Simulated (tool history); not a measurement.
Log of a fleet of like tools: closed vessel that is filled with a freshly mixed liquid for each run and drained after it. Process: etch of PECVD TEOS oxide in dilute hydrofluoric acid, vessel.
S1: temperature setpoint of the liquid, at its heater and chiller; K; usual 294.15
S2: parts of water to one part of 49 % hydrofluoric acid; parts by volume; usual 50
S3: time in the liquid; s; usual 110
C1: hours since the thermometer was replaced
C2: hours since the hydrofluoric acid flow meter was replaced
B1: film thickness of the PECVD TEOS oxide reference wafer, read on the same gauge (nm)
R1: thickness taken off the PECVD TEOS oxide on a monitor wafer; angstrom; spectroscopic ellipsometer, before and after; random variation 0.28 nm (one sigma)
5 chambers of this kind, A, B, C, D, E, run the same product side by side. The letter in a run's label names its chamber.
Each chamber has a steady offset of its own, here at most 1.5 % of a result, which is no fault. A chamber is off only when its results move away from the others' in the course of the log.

| run | hour | S1 | S2 | S3 | C1 | C2 | B1 | R1 |
|---|---|---|---|---|---|---|---|---|
| 1A | 12.1 | 294.15 | 50 | 110 | 933.7 | 543.3 | 59.978 | 281.08 |
| 2B | 18.6 | 294.15 | 50 | 110 | 715.7 | 268.4 | 59.987 | 283.81 |
| 3C | 32.2 | 294.15 | 50 | 110 | 556.5 | 1737.3 | 60.025 | 285.69 |
| 4E | 46.6 | 294.15 | 50 | 110 | 578.3 | 1531.2 | 60.006 | 287.69 |
|  | 55.6 | chamber C: hydrofluoric acid flow meter replaced |
| 5D | 57.3 | 294.15 | 50 | 110 | 256.7 | 130.1 | 60.023 | 292.35 |
| 6A | 69.7 | 294.15 | 50 | 110 | 991.3 | 600.9 | 60.003 | 283.37 |
| 7D | 81.5 | 297.15 | 50 | 110 | 280.9 | 154.3 | 60.020 | 331.31 |
| 8E | 92.5 | 297.15 | 50 | 110 | 624.2 | 1577.1 | 59.984 | 325.83 |
| 9C | 101.3 | 297.15 | 50 | 110 | 625.6 | 45.8 | 59.971 | 327.16 |
| 10B | 113.7 | 297.15 | 50 | 110 | 810.8 | 363.5 | 60.029 | 316.16 |
| 11B | 120.1 | 297.15 | 50 | 110 | 817.2 | 369.9 | 59.996 | 314.93 |
| 12E | 134.7 | 294.15 | 50 | 110 | 666.4 | 1619.3 | 59.989 | 287.02 |
| 13D | 143.1 | 294.15 | 50 | 110 | 342.5 | 215.9 | 59.976 | 287.74 |
|  | 145.5 | chamber C: thermometer replaced |
| 14C | 152.0 | 294.15 | 50 | 110 | 6.6 | 96.5 | 60.031 | 280.18 |
| 15A | 163.8 | 294.15 | 40 | 150 | 1085.4 | 695.0 | 59.974 | 492.42 |
| 16D | 175.8 | 294.15 | 40 | 150 | 375.2 | 248.6 | 59.979 | 493.77 |
| 17A | 185.9 | 294.15 | 40 | 150 | 1107.5 | 717.1 | 60.013 | 492.14 |
| 18E | 199.8 | 294.15 | 40 | 150 | 731.5 | 1684.4 | 59.987 | 495.85 |
| 19B | 206.5 | 294.15 | 40 | 150 | 903.6 | 456.3 | 60.032 | 471.67 |
| 20C | 219.6 | 294.15 | 50 | 110 | 74.2 | 164.1 | 60.000 | 284.55 |
| 21C | 226.0 | 290.15 | 50 | 75 | 80.6 | 170.5 | 60.006 | 164.44 |
| 22D | 237.8 | 290.15 | 50 | 75 | 437.2 | 310.6 | 60.002 | 161.61 |
| 23E | 247.4 | 290.15 | 50 | 75 | 779.1 | 1732.0 | 59.985 | 167.88 |
| 24A | 261.3 | 290.15 | 50 | 75 | 1182.9 | 792.5 | 60.001 | 163.37 |
| 25B | 271.4 | 290.15 | 50 | 75 | 968.5 | 521.2 | 59.993 | 153.54 |
| 26D | 286.0 | 294.15 | 50 | 110 | 485.4 | 358.8 | 60.008 | 285.53 |
| 27E | 296.6 | 294.15 | 50 | 110 | 828.3 | 1781.2 | 60.022 | 287.92 |
| 28A | 303.8 | 290.15 | 70 | 110 | 1225.4 | 835.0 | 59.991 | 167.26 |
| 29B | 315.5 | 290.15 | 70 | 110 | 1012.6 | 565.3 | 59.976 | 156.65 |
|  | 316.2 | chamber E: hydrofluoric acid flow meter replaced |
| 30C | 323.8 | 290.15 | 70 | 110 | 178.4 | 268.3 | 60.025 | 167.23 |
| 31D | 338.1 | 290.15 | 70 | 110 | 537.5 | 410.9 | 59.966 | 168.11 |
| 32E | 351.5 | 290.15 | 70 | 110 | 883.2 | 35.4 | 60.032 | 169.84 |
| 33B | 358.4 | 294.15 | 50 | 110 | 1055.5 | 608.2 | 60.001 | 264.33 |
| 34A | 372.8 | 294.15 | 50 | 110 | 1294.4 | 904.0 | 59.989 | 279.85 |
| 35C | 384.6 | 294.15 | 50 | 110 | 239.2 | 329.1 | 59.976 | 281.65 |
| 36C | 393.6 | 294.15 | 50 | 110 | 248.2 | 338.1 | 59.992 | 288.96 |

What goes on in this fleet: one chamber off, a drifting gauge, or nothing beyond the chambers' own small offsets? Name the chamber and the cause, if any.

Chamber B drifts away from the others.
Cause: liquid colder than its thermometer reads (K) = 2.25.
The log may not tell that from: hydrofluoric acid flow below the setpoint (%).

Here are 4 candidates for chamber B's next run, each the usual settings with a change, their results left as question marks. Which one brings its results back in line with what the others give on the usual settings?
In line means no further than this from the other chambers' mean on the usual settings: R1 9.70 angstrom
| 37B-1 | 404.1 | 294.15 | 45 | 110 |  |  |  | ? |
| 37B-2 | 404.1 | 294.15 | 50 | 105 |  |  |  | ? |
| 37B-3 | 404.1 | 291.65 | 50 | 110 |  |  |  | ? |
| 37B-4 | 404.1 | 294.15 | 50 | 115 |  |  |  | ? |

The other chambers' mean on the usual settings: R1 285.68 angstrom
| run | R1 |
|---|---|
| 37B-1 | 289.39 |
| 37B-2 | 247.37 |
| 37B-3 | 232.66 |
| 37B-4 | 270.93 |
37B-1 brings the chamber back in line.
